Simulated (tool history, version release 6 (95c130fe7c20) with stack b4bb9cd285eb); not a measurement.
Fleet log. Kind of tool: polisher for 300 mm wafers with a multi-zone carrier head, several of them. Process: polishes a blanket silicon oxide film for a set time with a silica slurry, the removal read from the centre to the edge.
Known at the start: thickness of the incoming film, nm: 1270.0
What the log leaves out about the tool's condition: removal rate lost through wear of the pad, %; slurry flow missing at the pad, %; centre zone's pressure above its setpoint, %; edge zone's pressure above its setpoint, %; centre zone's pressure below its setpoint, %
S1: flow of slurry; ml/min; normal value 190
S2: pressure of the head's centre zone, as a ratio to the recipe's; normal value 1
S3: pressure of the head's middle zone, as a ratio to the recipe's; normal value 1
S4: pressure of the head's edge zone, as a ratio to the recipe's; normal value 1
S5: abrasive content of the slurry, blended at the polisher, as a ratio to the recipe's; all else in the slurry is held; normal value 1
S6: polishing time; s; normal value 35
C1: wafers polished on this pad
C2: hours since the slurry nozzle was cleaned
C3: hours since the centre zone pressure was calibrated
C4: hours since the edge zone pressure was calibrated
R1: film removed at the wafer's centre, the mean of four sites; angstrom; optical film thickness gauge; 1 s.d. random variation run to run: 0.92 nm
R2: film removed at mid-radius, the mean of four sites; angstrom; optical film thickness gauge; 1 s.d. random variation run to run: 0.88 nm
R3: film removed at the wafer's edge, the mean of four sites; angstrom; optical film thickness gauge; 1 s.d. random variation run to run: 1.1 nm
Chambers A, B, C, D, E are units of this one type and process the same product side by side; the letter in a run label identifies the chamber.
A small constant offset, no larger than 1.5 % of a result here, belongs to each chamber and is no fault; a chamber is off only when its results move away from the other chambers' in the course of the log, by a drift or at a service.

run	day	S1	S2	S3	S4	S5	S6	C1	C2	C3	C4	R1	R2	R3
# day 0.017: chamber E: worn pad replaced by a new one
# day 0.029: chamber A: slurry nozzle cleaned
# day 0.083: chamber A: worn pad replaced by a new one
1E	0.367	190	1	1	1	1	35	122	122.3	871.6	389	1289.9	1306.8	1309.1
2C	0.717	190	1	1	1	1	35	553	194.7	20.6	305.5	1312.4	1305.8	1310.7
3A	1.004	190	1	1	1	1	35	320	23.5	282.6	711.3	1305.6	1291.2	1308.7
4D	1.292	190	1	1	1	1	35	903	263.4	169.4	132.3	1291.4	1298.9	1300.7
# day 1.354: chamber D: worn pad replaced by a new one
5B	1.596	190	1	1	1	1	35	609	499.5	366	207.2	1288.5	1309.4	1293.2
6B	1.767	190	1	1	1	1	35	668	503.6	370.1	211.3	1274	1290.3	1312.7
# day 1.879: chamber C: slurry nozzle cleaned
7D	2.088	190	1	1	1	1	35	255	282.5	188.5	151.4	1300.6	1292.5	1313.8
# day 2.104: chamber E: worn pad replaced by a new one
# day 2.242: chamber B: worn pad replaced by a new one
# day 2.296: chamber C: worn pad replaced by a new one
8E	2.317	190	1	1	1	1	35	74	169.1	918.4	435.8	1306.4	1273.6	1270.2
# day 2.388: chamber A: centre zone pressure recalibrated
# day 2.433: chamber A: worn pad replaced by a new one
9A	2.575	190	1	1	1	1	35	49	61.2	4.5	749	1288.2	1304	1303.9
10C	2.808	190	1.11	1	1	0.85	35	179	22.4	70.8	355.7	1342.1	1200.7	1231.1
11E	3.179	190	1.11	1	1	0.85	35	373	189.8	939.1	456.5	1340.2	1191.4	1181.1
12A	3.362	190	1.11	1	1	0.85	35	323	80.1	23.4	767.9	1353.8	1208.6	1209.4
# day 3.454: chamber D: worn pad replaced by a new one
13B	3.679	190	1.11	1	1	0.85	35	499	549.5	416	257.2	1321	1213.3	1212.8
14C	4.025	190	1.11	1	1	0.85	35	601	51.6	100	384.9	1346.3	1201.3	1206
15D	4.342	190	1	1	1	1.15	35	308	336.6	242.6	205.5	1371.7	1378.4	1385
# day 4.575: chamber D: slurry nozzle cleaned
16E	4.579	190	1	1	1	1.15	35	859	223.4	972.7	490.1	1386.2	1357.8	1369.9
# day 4.642: chamber E: worn pad replaced by a new one
17A	4.754	190	1	1	1	1.15	35	806	113.5	56.8	801.3	1389.4	1400	1401.6
# day 4.862: chamber B: worn pad replaced by a new one
# day 4.9: chamber A: worn pad replaced by a new one
18C	4.962	190	1	1	1	1.15	35	926	74.1	122.5	407.4	1379.5	1361.7	1392.5
19D	5.2	190	1	1	1	1.15	35	606	15	263.2	226.1	1357.1	1396.6	1386.5
# day 5.338: chamber C: worn pad replaced by a new one
# day 5.471: chamber D: worn pad replaced by a new one
20B	5.55	190	1	1	1	1	35	239	594.4	460.9	302.1	1295.4	1296.3	1303.1
21B	5.775	190	1	1	1	1	35	317	599.8	466.3	307.5	1290.3	1294.1	1306.9
22E	6.029	125	1	1	1	1	35	482	258.2	1007.5	524.9	1195.2	1200.8	1216.8
23D	6.404	125	1	1	1	1	35	324	43.9	292.1	255	1164.8	1217.8	1228
# day 6.429: chamber A: edge zone pressure recalibrated
24C	6.646	125	1	1	1	1	35	455	114.5	162.9	447.8	1182.2	1203.5	1222.1
# day 6.975: chamber E: worn pad replaced by a new one
25A	6.979	125	1	1	1	1	35	723	166.9	110.2	13.3	1191.4	1206.6	1241
# day 7.1: chamber A: worn pad replaced by a new one
26E	7.358	125	1	1	1	1	35	134	290.1	1039.4	556.8	1193.4	1194.1	1213.1
27B	7.604	190	1	1.05	1	1	40	952	643.7	510.2	351.4	1490.7	1559	1458.7
# day 7.683: chamber A: slurry nozzle cleaned
# day 7.846: chamber B: slurry nozzle cleaned
# day 7.871: chamber B: worn pad replaced by a new one
28A	7.992	190	1	1.05	1	1	40	310	7.5	134.5	37.6	1489.5	1568.6	1502.1
# day 8.079: chamber C: worn pad replaced by a new one
# day 8.167: chamber D: worn pad replaced by a new one
29C	8.183	190	1	1.05	1	1	40	36	151.4	199.8	484.7	1501.9	1551.7	1510
30D	8.433	190	1	1.05	1	1	40	93	92.6	340.8	303.7	1440.1	1572	1487
31C	8.729	190	1	1.05	1	1	40	225	164.5	212.9	497.8	1479.1	1541.5	1485.8
32D	9.054	190	1	1	1	1	35	309	107.5	355.7	318.6	1253	1316.7	1293
# day 9.233: chamber A: worn pad replaced by a new one
# day 9.338: chamber E: worn pad replaced by a new one
33B	9.433	190	1	1	1	1	35	543	38.2	554.1	395.3	1281.5	1284.6	1313.8
34A	9.733	190	1	1	1	1	35	174	49.3	176.3	79.4	1309.1	1304.7	1298.6
35E	10.112	190	1	1	1	1	35	270	356.2	1105.5	622.9	1278.8	1292.7	1310.9
36C	10.304	160	1	1	1	1.3	35	772	202.3	250.7	535.6	1416.3	1413	1413.3
# day 10.458: chamber B: worn pad replaced by a new one
# day 10.533: chamber D: worn pad replaced by a new one
# day 10.571: chamber D: edge zone pressure recalibrated
37D	10.654	160	1	1	1	1.3	35	43	145.9	394.1	2.1	1360.5	1414.9	1428.2
# day 10.738: chamber E: slurry nozzle cleaned
38A	10.842	160	1	1	1	1.3	35	559	75.9	202.9	106	1409.2	1417.1	1432.2
39B	11.079	160	1	1	1	1.3	35	216	77.7	593.6	434.8	1421.1	1398.1	1412
# day 11.296: chamber E: worn pad replaced by a new one
40E	11.45	160	1	1	1	1.3	35	53	17.2	1137.6	655	1394.3	1398.2	1409.1

Is one chamber out of step, is the gauge drifting, or do the chambers differ by no more than their own small offsets? For an off chamber, give its letter and the likeliest cause.

Little by little, chamber D moves away from the other chambers.
Most likely cause: centre zone's pressure below its setpoint, % = 4.05.

Which of the 4 candidates below, each the usual settings with something changed and its results left as question marks, puts chamber D back in line with what the other chambers give on the usual settings?
Allowed miss from the other chambers' usual-settings mean, per result, to count as in line: R1 32 angstrom; R2 31 angstrom; R3 39 angstrom
41D-1	11.729	195	1.08	0.98	0.98	1	35					?	?	?
41D-2	11.729	185	0.96	1.01	1.01	1	35					?	?	?
41D-3	11.729	185	0.93	1.01	1.03	1	35					?	?	?
41D-4	11.729	195	1.04	0.99	0.99	1	35					?	?	?

Usual-settings mean across the other chambers: R1 1301.4 angstrom; R2 1297.8 angstrom; R3 1303.3 angstrom
run	R1	R2	R3
41D-1	1357.7	1281	1295.4
41D-2	1182.5	1307.6	1307.6
41D-3	1141.7	1307.8	1321.2
41D-4	1302.9	1293.4	1302.1
The answer is 41D-4, which returns the chamber to within the allowed miss of the others.

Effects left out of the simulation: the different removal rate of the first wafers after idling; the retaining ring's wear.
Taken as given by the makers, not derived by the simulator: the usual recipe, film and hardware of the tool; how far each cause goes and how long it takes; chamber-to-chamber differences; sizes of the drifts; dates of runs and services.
